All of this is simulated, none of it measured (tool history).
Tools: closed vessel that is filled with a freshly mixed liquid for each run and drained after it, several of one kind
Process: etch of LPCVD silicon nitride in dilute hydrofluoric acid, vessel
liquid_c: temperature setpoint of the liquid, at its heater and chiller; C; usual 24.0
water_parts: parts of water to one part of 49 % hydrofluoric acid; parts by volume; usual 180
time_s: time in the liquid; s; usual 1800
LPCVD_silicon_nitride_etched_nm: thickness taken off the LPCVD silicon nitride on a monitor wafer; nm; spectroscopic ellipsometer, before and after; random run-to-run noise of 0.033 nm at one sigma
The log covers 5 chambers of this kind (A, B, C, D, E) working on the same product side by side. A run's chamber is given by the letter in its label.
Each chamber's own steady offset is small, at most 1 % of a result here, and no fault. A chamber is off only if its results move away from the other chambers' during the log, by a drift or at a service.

run	hour	liquid_c	water_parts	time_s	hours since the thermometer was replaced	hours since the hydrofluoric acid flow meter was replaced	read-back film thickness of the LPCVD silicon nitride reference wafer, read on the same gauge (nm)	LPCVD_silicon_nitride_etched_nm
1A	3.4	24.0	180	1800	244.8	342.6	140.04	5.6240
2E	5.6	24.0	180	1800	1473.2	512.0	139.96	5.6033
3C	8.6	24.0	180	1800	1020.4	1303.4	140.00	5.5709
4B	12.1	24.0	180	1800	674.0	1156.3	139.99	5.5872
5D	14.9	24.0	180	1800	375.8	1798.6	140.02	5.5339
6A	18.5	24.0	180	1800	259.9	357.7	140.01	5.5301
7E	21.9	24.0	180	1800	1489.5	528.3	140.01	5.6315
8D	25.2	24.0	180	1800	386.1	1808.9	140.03	5.4981
9C	27.8	24.0	180	1800	1039.6	1322.6	139.98	5.6139
10B	30.0	24.0	180	1800	691.9	1174.2	140.00	5.6007
11B	33.5	25.5	180	825	695.4	1177.7	140.03	2.7905
12A	36.4	25.5	180	825	277.8	375.6	139.95	2.8412
13D	40.0	25.5	180	825	400.9	1823.7	140.00	2.7524
14E	43.0	25.5	180	825	1510.6	549.4	140.01	2.8279
15C	47.2	25.5	180	825	1059.0	1342.0	139.98	2.8241
16B	50.0	24.0	180	1800	711.9	1194.2	139.99	5.5703
17C	52.6	24.0	180	1800	1064.4	1347.4	140.02	5.6055
18A	56.3	24.0	180	1800	297.7	395.5	140.01	5.7540
19D	58.7	24.0	180	1800	419.6	1842.4	139.99	5.5613
20E	63.0	24.0	180	1800	1530.6	569.4	140.02	5.5787
21C	65.2	24.0	180	1800	1077.0	1360.0	140.05	5.5855
22D	69.0	24.0	180	1800	429.9	1852.7	139.98	5.5032
23E	71.7	24.0	180	1800	1539.3	578.1	139.99	5.5938
24A	76.2	24.0	180	1800	317.6	415.4	140.00	5.7891
25B	79.5	24.0	180	1800	741.4	1223.7	139.99	5.6200
26C	81.5	24.0	180	1800	1093.3	1376.3	139.96	5.6664
27D	86.0	24.0	180	1800	446.9	1869.7	140.05	5.5580
28B	89.5	24.0	180	1800	751.4	1233.7	140.00	5.6413
29E	93.5	24.0	180	1800	1561.1	599.9	140.01	5.6292
30A	96.6	24.0	180	1800	338.0	435.8	139.95	5.9807
31E	98.9	24.0	180	1800	1566.5	605.3	139.94	5.6629
32B	101.3	24.0	180	1800	763.2	1245.5	140.01	5.5770
33A	105.4	24.0	180	1800	346.8	444.6	140.02	5.9769
34D	109.9	24.0	180	1800	470.8	1893.6	139.95	5.5420
35C	113.4	24.0	180	1800	1125.2	1408.2	140.00	5.6075

What goes on in this fleet: one chamber off, a drifting gauge, or nothing beyond the chambers' own small offsets? Name the chamber and the cause, if any.

It is chamber A that slowly wanders off from its peers.
What lies behind it: hydrofluoric acid flow above the setpoint (%) = 8.16.
It could be hard to tell apart here from: liquid hotter than its thermometer reads (K).

Which of the 4 candidates below, each the usual settings with something changed and its results left as question marks, puts chamber A back in line with what the other chambers give on the usual settings?
Maximum distance from the other chambers' mean on the usual settings for a result to count as in line: LPCVD_silicon_nitride_etched_nm 0.1200 nm
36A-1	116.7	24.0	180	1665				?
36A-2	116.7	24.0	165	1800				?
36A-3	116.7	23.5	180	1595				?
36A-4	116.7	24.0	180	2085				?

On the usual settings, the other chambers give on average: LPCVD_silicon_nitride_etched_nm 5.5819 nm
run	LPCVD_silicon_nitride_etched_nm
36A-1	5.5928
36A-2	6.5810
36A-3	5.1850
36A-4	7.0036
36A-1 puts the chamber back in line with the other chambers.

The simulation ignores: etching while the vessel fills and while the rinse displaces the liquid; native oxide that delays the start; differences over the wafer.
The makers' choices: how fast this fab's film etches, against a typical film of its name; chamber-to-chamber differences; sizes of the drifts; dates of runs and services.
